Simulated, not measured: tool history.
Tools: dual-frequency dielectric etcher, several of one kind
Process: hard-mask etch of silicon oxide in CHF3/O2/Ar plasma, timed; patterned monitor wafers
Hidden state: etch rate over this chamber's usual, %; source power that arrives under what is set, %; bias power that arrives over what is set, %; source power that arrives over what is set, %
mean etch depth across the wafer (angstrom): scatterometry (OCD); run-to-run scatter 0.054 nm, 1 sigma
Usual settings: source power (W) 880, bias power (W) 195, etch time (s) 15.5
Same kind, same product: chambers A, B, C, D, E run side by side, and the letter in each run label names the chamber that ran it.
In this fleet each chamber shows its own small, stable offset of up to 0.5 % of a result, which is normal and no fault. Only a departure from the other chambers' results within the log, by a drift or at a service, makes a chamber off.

run     day  source power (W)  bias power (W)  etch time (s)  hours since the last wet clean  hours since the last source power generator calibration  hours since the last bias power generator calibration  read-back reference wafer on the same gauge, depth_nm  mean etch depth across the wafer (angstrom)
 1A   0.288               880             195           15.5                            43.3                                                   1769.6                                                  360.3                                                 37.694                                       364.43
 2B   0.662               880             195           15.5                           154.4                                                      116                                                 3335.2                                                 37.706                                       365.28
 3E   0.912               880             195           15.5                            36.2                                                   3887.9                                                 2988.3                                                 37.668                                        362.8
 4C   1.208               880             195           15.5                           151.8                                                    944.4                                                   2087                                                 37.689                                       363.03
 5D   1.458               760             195           15.5                           666.5                                                    504.3                                                 2762.8                                                 37.672                                       342.16
 6C   1.754               760             195           15.5                           164.9                                                    957.5                                                 2100.1                                                 37.654                                       343.56
 7D   2.179               760             195           15.5                           683.8                                                    521.6                                                 2780.1                                                 37.652                                       342.72
 8A   2.596               760             195           15.5                            98.7                                                     1825                                                  415.7                                                  37.64                                       342.95
      2.733  -- chamber D: wet clean of the chamber
 9B   2.821               760             195           15.5                           206.2                                                    167.8                                                   3387                                                 37.651                                        345.6
10E   3.221               880             195           15.5                            91.6                                                   3943.3                                                 3043.7                                                 37.617                                       362.13
11B   3.638               880             195           15.5                           225.8                                                    187.4                                                 3406.6                                                 37.633                                       364.86
12D   4.012               880             195           15.5                            30.7                                                    565.6                                                 2824.1                                                 37.631                                       361.76
13E   4.421               880             195           15.5                           120.4                                                   3972.1                                                 3072.5                                                   37.6                                       362.62
14C   4.712               880             195           15.5                           235.9                                                   1028.5                                                 2171.1                                                 37.603                                       363.78
15A   4.988               880             195           15.5                           156.1                                                   1882.4                                                  473.1                                                 37.597                                       362.55
16A   5.383               880             195           12.5                           165.6                                                   1891.9                                                  482.6                                                 37.596                                        292.8
17E   5.646               880             195           12.5                           149.8                                                   4001.5                                                 3101.9                                                 37.599                                       291.12
18B   6.088               880             195           12.5                           284.6                                                    246.2                                                 3465.4                                                 37.578                                       294.54
19C   6.404               880             195           12.5                           276.5                                                   1069.1                                                 2211.7                                                 37.584                                       293.11
20D   6.729               880             195           12.5                            95.9                                                    630.8                                                 2889.3                                                 37.568                                       291.91
21A     7.1               880             195           15.5                           206.8                                                   1933.1                                                  523.8                                                 37.544                                        361.8
22E   7.392               880             195           12.5                           191.7                                                   4043.4                                                 3143.8                                                 37.551                                       292.04
23B   7.671               880             195           12.5                           322.6                                                    284.2                                                 3503.4                                                 37.545                                       292.93
24D   7.933               880             195           12.5                           124.8                                                    659.7                                                 2918.2                                                 37.531                                       291.15
25C   8.183               880             195           12.5                           319.2                                                   1111.8                                                 2254.4                                                 37.538                                       292.51
26C   8.417               880             195           12.5                           324.8                                                   1117.4                                                   2260                                                 37.533                                       292.67
27B   8.696               760             195             18                           347.2                                                    308.8                                                   3528                                                 37.532                                       400.37
28E    8.95               760             195             18                           229.1                                                   4080.8                                                 3181.2                                                 37.527                                       397.58
29D   9.292               760             195             18                           157.4                                                    692.3                                                 2950.8                                                 37.528                                       395.98
30A   9.642               760             195             18                           267.8                                                   1994.1                                                  584.8                                                 37.506                                       396.41
31B  10.025               760             195             18                           379.1                                                    340.7                                                 3559.9                                                 37.512                                       400.16
32E  10.375               880             195           15.5                           263.3                                                     4115                                                 3215.4                                                 37.473                                       361.18
33D  10.612               880             195           15.5                           189.1                                                      724                                                 2982.5                                                 37.489                                        361.3
34C  11.004               880             195           15.5                           386.9                                                   1179.5                                                 2322.1                                                 37.485                                       361.79
35A  11.392               880             195           15.5                           309.8                                                   2036.1                                                  626.8                                                 37.477                                       361.06

One chamber off, gauge drift, or nothing amiss beyond the chambers' own small offsets? If it is a chamber, which one, and what is the likeliest cause?

Every chamber seems to shift together because the gauge that measures them all drifts; the chambers themselves are fine.
Likeliest cause: gauge reads low (%) = 0.604.
